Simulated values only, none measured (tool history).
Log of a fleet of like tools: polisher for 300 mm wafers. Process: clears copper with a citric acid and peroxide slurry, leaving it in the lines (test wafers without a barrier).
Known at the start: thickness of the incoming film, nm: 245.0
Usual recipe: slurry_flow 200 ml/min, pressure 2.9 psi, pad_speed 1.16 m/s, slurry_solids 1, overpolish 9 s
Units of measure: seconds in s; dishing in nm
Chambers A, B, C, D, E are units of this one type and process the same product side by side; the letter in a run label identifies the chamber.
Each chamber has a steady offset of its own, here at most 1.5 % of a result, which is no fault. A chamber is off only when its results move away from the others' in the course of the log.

run     day  slurry_flow  pressure  pad_speed  slurry_solids  overpolish  wafers polished on this pad  hours since the slurry nozzle was cleaned  hours since the head pressure was calibrated  hours since the slurry blender was calibrated  seconds  dishing
      0.271  -- chamber C: worn pad replaced by a new one
 1D   0.354          200       2.9       1.16              1           9                          917                                        111                                          10.7                                          129.1   89.799   17.767
      0.733  -- chamber B: worn pad replaced by a new one
      0.762  -- chamber D: worn pad replaced by a new one
 2B   0.804          200       2.9       1.16              1           9                           19                                      569.9                                          83.3                                           97.4   87.977   17.874
      1.358  -- chamber E: slurry blender recalibrated
 3A   1.367          200       2.9       1.16              1           9                          610                                      485.2                                         832.6                                          264.7   89.117   17.917
        1.4  -- chamber A: slurry blender recalibrated
 4C   1.917          200       2.9       1.16              1           9                          435                                      162.6                                         395.2                                           90.8    89.78   18.191
       2.15  -- chamber E: head pressure recalibrated
 5E   2.192          200       2.9       1.16              1           9                          815                                      106.9                                             1                                             20   88.402   18.558
      2.446  -- chamber A: worn pad replaced by a new one
 6D   2.675          200       2.9       1.16              1           9                          506                                      166.7                                          66.4                                          184.8   90.255   18.105
      2.925  -- chamber B: slurry nozzle cleaned
 7B    2.95          200       2.9       1.16              1           9                          586                                        0.6                                         134.8                                          148.9   87.627   18.164
 8A   3.342          200       2.9       1.16              1           9                          236                                      532.6                                           880                                           46.7   90.939   18.284
 9E   3.871          200       2.9       1.16              1           9                         1258                                      147.2                                          41.3                                           60.3   90.985    17.61
      4.083  -- chamber B: worn pad replaced by a new one
      4.154  -- chamber D: worn pad replaced by a new one
10C   4.242          200       2.9       1.16              1           9                         1050                                      218.4                                           451                                          146.6   89.666   18.037
      4.246  -- chamber E: worn pad replaced by a new one
      4.579  -- chamber C: worn pad replaced by a new one
11B   4.833          200       2.9       1.16              1           9                          198                                       45.8                                           180                                          194.1   90.653   17.524
12A   5.371          200       2.9       1.16              1           9                          773                                      581.3                                         928.7                                           95.4   90.405   17.781
      5.638  -- chamber A: worn pad replaced by a new one
13C   5.812          200       2.9       1.16              1           9                          326                                      256.1                                         488.7                                          184.3   87.985   18.402
14E   6.188          200       2.9       1.16              1           9                          513                                      202.8                                          96.9                                          115.9   90.432   17.935
15D   6.704          235       2.9        1.5              1           9                          674                                      263.4                                         163.1                                          281.5   69.784   22.961
16B   7.192          235       2.9        1.5              1           9                          821                                      102.4                                         236.6                                          250.7    68.05   23.443
      7.321  -- chamber D: worn pad replaced by a new one
17A   7.654          235       2.9        1.5              1           9                          533                                      636.1                                         983.5                                          150.2   67.068   22.232
      7.717  -- chamber B: worn pad replaced by a new one
      7.879  -- chamber C: slurry blender recalibrated
18E    7.95          235       2.9        1.5              1           9                          979                                      245.1                                         139.2                                          158.2    68.21   23.167
19C   8.379          235       2.9        1.5              1           9                         1004                                      317.7                                         550.3                                           12.1   68.991    23.66
20D   8.775          200       2.9       1.16              1           9                          384                                      313.1                                         212.8                                          331.2   90.709   17.809
      8.967  -- chamber E: worn pad replaced by a new one
          9  -- chamber A: head pressure recalibrated
      9.058  -- chamber A: worn pad replaced by a new one
21A   9.329          200       2.9       1.16              1           9                           71                                      676.3                                           7.9                                          190.4   90.606   17.587
      9.358  -- chamber C: worn pad replaced by a new one
22D     9.6          200       2.9       1.16              1           9                          602                                      332.9                                         232.6                                            351   90.148   17.978
      9.642  -- chamber B: slurry blender recalibrated
23E      10          200       2.9       1.16              1           9                          273                                      294.3                                         188.4                                          207.4   90.913   17.807
     10.479  -- chamber C: slurry nozzle cleaned
24B  10.521          200       2.9       1.16              1           9                          741                                      182.3                                         316.5                                           21.2   90.423   17.917
     10.817  -- chamber B: worn pad replaced by a new one
     10.921  -- chamber D: worn pad replaced by a new one
     11.017  -- chamber A: slurry blender recalibrated
25C  11.025          200       2.9       1.16              1           9                          440                                       13.2                                         613.8                                           75.6    88.98   18.194
26C  11.525          200       2.9       1.16              1           9                          572                                       25.2                                         625.8                                           87.6   89.013   17.905
     11.775  -- chamber D: slurry nozzle cleaned
27A   11.85          200       2.9       1.16              1           6                          737                                      736.8                                          68.4                                           20.1   89.745   12.349
     11.929  -- chamber D: slurry blender recalibrated
28D  12.229          200       2.9       1.16              1           6                          345                                         11                                         295.7                                            7.2   90.749   12.364
     12.358  -- chamber A: worn pad replaced by a new one
29B  12.646          200       2.9       1.16              1           6                          483                                      233.3                                         367.5                                           72.2   89.789    12.31
30E  13.146          200       2.9       1.16              1           6                         1104                                      369.8                                         263.9                                          282.9   88.719   12.682
31E  13.496          200       2.9       1.16              1           6                         1196                                      378.2                                         272.3                                          291.3   88.504   12.479
32C  13.942          200       2.9       1.16              1           9                         1211                                       83.2                                         683.8                                          145.6   88.777   18.279
     13.992  -- chamber E: slurry blender recalibrated
     14.004  -- chamber D: head pressure recalibrated
     14.171  -- chamber D: worn pad replaced by a new one
     14.204  -- chamber C: worn pad replaced by a new one
33D  14.292          200       2.9       1.16              1           9                           32                                       60.5                                             7                                           56.7   88.617   18.058
34B  14.688          200       2.9       1.16              1           9                         1022                                      282.3                                         416.5                                          121.2   88.924   18.277
     14.875  -- chamber B: worn pad replaced by a new one
35A  14.988          200       2.9       1.16              1           9                          694                                      812.1                                         143.7                                           95.4   88.513   17.798
         15  -- chamber E: worn pad replaced by a new one
     15.083  -- chamber B: head pressure recalibrated
36A  15.471          200       2.9       1.16              1           9                          822                                      823.7                                         155.3                                            107   87.496   18.322
     15.621  -- chamber A: worn pad replaced by a new one
37E  15.908          200       2.9       1.16              1          12                          240                                      436.1                                         330.2                                           46.1    89.19   23.316
38D  16.329          200       2.9       1.16              1          12                          571                                      109.4                                          55.9                                          105.6   88.812   23.698
39B  16.629          200       2.9       1.16              1          12                          464                                      328.9                                          37.2                                          167.8   88.617   22.784
40C  16.971          200       2.9       1.16              1          12                          731                                      155.9                                         756.5                                          218.3   89.798   23.172
41B  17.288          200       2.9       1.16              1          12                          638                                      344.7                                            53                                          183.6    88.21    23.48
42A  17.892          200       2.9       1.34            0.8           9                          600                                      881.8                                         213.4                                          165.1   81.012   19.707

All chambers now run identical settings, listed one chamber a line with results as question marks. What results will each chamber show?
43A  18.325          200       2.9       1.48              1           9                                                                                                                                                                             ?        ?
43B  18.325          200       2.9       1.48              1           9                                                                                                                                                                             ?        ?
43C  18.325          200       2.9       1.48              1           9                                                                                                                                                                             ?        ?
43D  18.325          200       2.9       1.48              1           9                                                                                                                                                                             ?        ?
43E  18.325          200       2.9       1.48              1           9                                                                                                                                                                             ?        ?

run  seconds  dishing
43A   70.847   22.424
43B   70.254   22.199
43C   69.493   22.581
43D   69.495   22.184
43E    69.05   22.203
